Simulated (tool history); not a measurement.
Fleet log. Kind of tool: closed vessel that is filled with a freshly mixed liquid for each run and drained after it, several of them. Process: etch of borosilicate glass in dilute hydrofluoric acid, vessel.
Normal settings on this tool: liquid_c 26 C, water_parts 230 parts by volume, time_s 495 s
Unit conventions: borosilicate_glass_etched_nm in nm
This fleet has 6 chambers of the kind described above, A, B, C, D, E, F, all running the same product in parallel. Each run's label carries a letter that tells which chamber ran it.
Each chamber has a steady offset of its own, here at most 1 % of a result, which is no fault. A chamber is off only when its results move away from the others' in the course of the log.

run,hour,liquid_c,water_parts,time_s,hours since the thermometer was replaced,hours since the hydrofluoric acid flow meter was replaced,"read-back film thickness of the borosilicate glass reference wafer, read on the same gauge (nm)",borosilicate_glass_etched_nm
1B,8.1,26,230,495,979.4,585.6,99.98,40.438
2C,21.8,26,230,495,999.5,877.2,100.04,40.295
3A,30.6,26,230,495,2324.7,129.1,100.04,40.238
4F,38.8,26,230,495,409,1417.9,99.992,40.803
5E,48.5,26,230,495,853.1,2315.9,100.03,39.98
6D,60.1,24,230,395,1173.8,391.7,100.01,30.091
# hour 65.9: chamber B: thermometer replaced
7A,72,24,230,395,2366.1,170.5,100.01,30.172
# hour 81.1: chamber A: thermometer replaced
8E,83.9,24,230,395,888.5,2351.3,100.04,29.78
9D,91.8,24,230,395,1205.5,423.4,99.993,30.067
# hour 94.1: chamber B: hydrofluoric acid flow meter replaced
# hour 101.2: chamber F: hydrofluoric acid flow meter replaced
10F,103.9,24,230,395,474.1,2.8,99.999,30.477
11B,113,24,230,395,47.2,18.9,99.994,29.949
12C,122.2,26,230,495,1099.9,977.6,100.03,39.942
13B,129.4,26,230,370,63.6,35.3,100.01,30.119
14F,141.5,26,230,370,511.7,40.4,99.986,30.237
15A,147.9,26,230,370,66.9,246.4,100.01,29.755
16D,159.9,26,230,370,1273.6,491.5,99.988,30.576
17E,167.6,26,230,370,972.2,2435,100.01,30.017
18C,175.1,26,230,370,1152.8,1030.5,100.02,30.041
19A,185.8,26,230,495,104.8,284.3,99.97,40.257
20D,199.3,26,230,495,1313,530.9,100,41.064
21C,209.1,26,230,495,1186.8,1064.5,99.971,40.4
22B,218.7,26,230,495,152.9,124.6,100.04,40.247
23E,231.2,26,230,495,1035.8,2498.6,100.02,39.624
24F,238,26,230,495,608.2,136.9,100.03,40.878
25A,251.9,26,230,495,170.9,350.4,100.05,40.256
26E,262.4,26,230,495,1067,2529.8,99.966,39.872
27F,270.7,26,230,495,640.9,169.6,99.972,40.957
28B,282.3,26,230,495,216.5,188.2,99.989,40.164
29D,292.8,26,175,495,1406.5,624.4,100.01,58.37
30C,303.5,26,175,495,1281.2,1158.9,99.998,55.969
31F,315.3,26,175,495,685.5,214.2,100.03,57.287
# hour 323.3: chamber E: hydrofluoric acid flow meter replaced
32B,324.9,26,175,495,259.1,230.8,99.964,56.559
33D,331.9,26,175,495,1445.6,663.5,100,58.995
34A,339.7,26,175,495,258.7,438.2,100.03,56.225
35C,347.2,26,230,495,1324.9,1202.6,100.01,40.242
36E,357.1,26,230,495,1161.7,33.9,100.06,40.016
37E,366.3,26,230,495,1170.9,43.1,100,40.143
38C,375.8,26,230,495,1353.5,1231.2,99.997,40.083

What goes on in this fleet: one chamber off, a drifting gauge, or nothing beyond the chambers' own small offsets? Name the chamber and the cause, if any.

Chamber D drifts away from the others.
Cause: liquid hotter than its thermometer reads (K) = 1.41.
The log may not tell that from: hydrofluoric acid flow above the setpoint (%).

Here are 4 candidates for chamber D's next run, each the usual settings with a change, their results left as question marks. Which one brings its results back in line with what the others give on the usual settings?
Maximum distance from the other chambers' mean on the usual settings for a result to count as in line: borosilicate_glass_etched_nm 0.62 nm
39D-1,385.8,24.5,230,495,,,,?
39D-2,385.8,26,230,480,,,,?
39D-3,385.8,26,230,520,,,,?
39D-4,385.8,26,225,495,,,,?

Mean of the other chambers on the usual settings: borosilicate_glass_etched_nm 40.318 nm
run,borosilicate_glass_etched_nm
39D-1,40.328
39D-2,41.253
39D-3,44.691
39D-4,43.718
Change 39D-1 lands the chamber within the allowed miss of the other chambers.
